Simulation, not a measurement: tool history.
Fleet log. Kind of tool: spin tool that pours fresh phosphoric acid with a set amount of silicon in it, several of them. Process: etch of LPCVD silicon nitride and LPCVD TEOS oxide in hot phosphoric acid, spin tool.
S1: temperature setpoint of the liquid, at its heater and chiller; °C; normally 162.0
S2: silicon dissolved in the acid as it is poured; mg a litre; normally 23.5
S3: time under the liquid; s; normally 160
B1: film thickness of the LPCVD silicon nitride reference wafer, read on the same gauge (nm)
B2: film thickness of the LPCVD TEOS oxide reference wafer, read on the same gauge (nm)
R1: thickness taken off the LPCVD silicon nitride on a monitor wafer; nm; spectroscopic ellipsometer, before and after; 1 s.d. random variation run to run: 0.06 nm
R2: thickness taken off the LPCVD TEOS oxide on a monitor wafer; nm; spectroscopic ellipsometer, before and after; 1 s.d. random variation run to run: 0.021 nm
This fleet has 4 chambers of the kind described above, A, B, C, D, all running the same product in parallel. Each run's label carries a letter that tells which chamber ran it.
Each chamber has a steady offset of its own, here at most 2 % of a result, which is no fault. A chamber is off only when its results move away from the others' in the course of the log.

run 1C hour=9.2 | S1=162.0 S2=23.5 S3=160 | B1=70.015 B2=40.003 | R1=17.190 R2=0.34084
run 2D hour=17.7 | S1=162.0 S2=23.5 S3=160 | B1=70.000 B2=39.951 | R1=17.484 R2=0.33647
run 3A hour=29.8 | S1=162.0 S2=23.5 S3=160 | B1=69.999 B2=40.004 | R1=17.567 R2=0.32644
run 4B hour=39.2 | S1=162.0 S2=23.5 S3=160 | B1=69.975 B2=39.973 | R1=17.669 R2=0.33636
run 5A hour=48.6 | S1=162.0 S2=23.5 S3=160 | B1=70.017 B2=39.999 | R1=17.461 R2=0.31243
run 6B hour=58.2 | S1=162.0 S2=23.5 S3=160 | B1=70.012 B2=39.958 | R1=17.588 R2=0.33700
run 7D hour=70.5 | S1=162.0 S2=23.5 S3=160 | B1=70.019 B2=40.036 | R1=17.476 R2=0.33483
run 8C hour=83.9 | S1=162.0 S2=23.5 S3=160 | B1=69.993 B2=39.997 | R1=17.198 R2=0.33855
run 9C hour=91.3 | S1=159.5 S2=23.5 S3=160 | B1=69.992 B2=39.973 | R1=15.845 R2=0.25456
run 10A hour=100.9 | S1=159.5 S2=23.5 S3=160 | B1=69.993 B2=40.004 | R1=16.147 R2=0.28053
run 11D hour=116.1 | S1=159.5 S2=23.5 S3=160 | B1=69.990 B2=40.044 | R1=15.966 R2=0.27093
run 12B hour=124.4 | S1=159.5 S2=23.5 S3=160 | B1=69.974 B2=39.968 | R1=16.153 R2=0.25537
run 13A hour=133.0 | S1=162.0 S2=23.5 S3=160 | B1=70.003 B2=40.023 | R1=17.387 R2=0.30564
run 14D hour=144.0 | S1=164.5 S2=23.5 S3=160 | B1=70.005 B2=39.979 | R1=19.131 R2=0.40983
run 15C hour=151.9 | S1=164.5 S2=23.5 S3=160 | B1=69.999 B2=39.953 | R1=18.610 R2=0.34878
run 16B hour=163.5 | S1=164.5 S2=23.5 S3=160 | B1=70.006 B2=39.943 | R1=19.024 R2=0.41601
run 17B hour=172.2 | S1=164.5 S2=23.5 S3=160 | B1=70.025 B2=39.969 | R1=19.063 R2=0.42883
run 18A hour=181.4 | S1=164.0 S2=11.0 S3=160 | B1=69.992 B2=39.969 | R1=18.633 R2=0.47053
run 19D hour=193.6 | S1=164.0 S2=11.0 S3=160 | B1=70.030 B2=40.024 | R1=18.678 R2=0.51727
run 20C hour=207.2 | S1=164.0 S2=11.0 S3=160 | B1=70.005 B2=39.992 | R1=18.337 R2=0.54663
run 21B hour=220.2 | S1=164.0 S2=11.0 S3=160 | B1=70.008 B2=40.037 | R1=18.747 R2=0.56750
run 22C hour=230.8 | S1=162.0 S2=23.5 S3=160 | B1=69.997 B2=39.993 | R1=17.255 R2=0.33291
-- hour=231.2 chamber D: dissolved silicon flow meter replaced
run 23A hour=243.6 | S1=162.0 S2=23.5 S3=160 | B1=69.995 B2=39.976 | R1=17.535 R2=0.31489
run 24D hour=258.9 | S1=162.0 S2=23.5 S3=160 | B1=70.010 B2=39.970 | R1=17.449 R2=0.36073
run 25B hour=274.1 | S1=162.0 S2=23.5 S3=125 | B1=70.022 B2=40.007 | R1=13.715 R2=0.21567
run 26C hour=284.9 | S1=162.0 S2=23.5 S3=125 | B1=70.003 B2=39.977 | R1=13.409 R2=0.24415
run 27D hour=299.3 | S1=162.0 S2=23.5 S3=125 | B1=69.982 B2=39.977 | R1=13.609 R2=0.25819
run 28A hour=309.9 | S1=162.0 S2=23.5 S3=125 | B1=70.006 B2=40.008 | R1=13.583 R2=0.25668

Is one chamber off against the others, does the gauge drift, or is nothing wrong? If a chamber is off, say which, and what the likeliest cause is.

The fleet is healthy, with each chamber sitting at its usual small offset and no drift in the gauge.
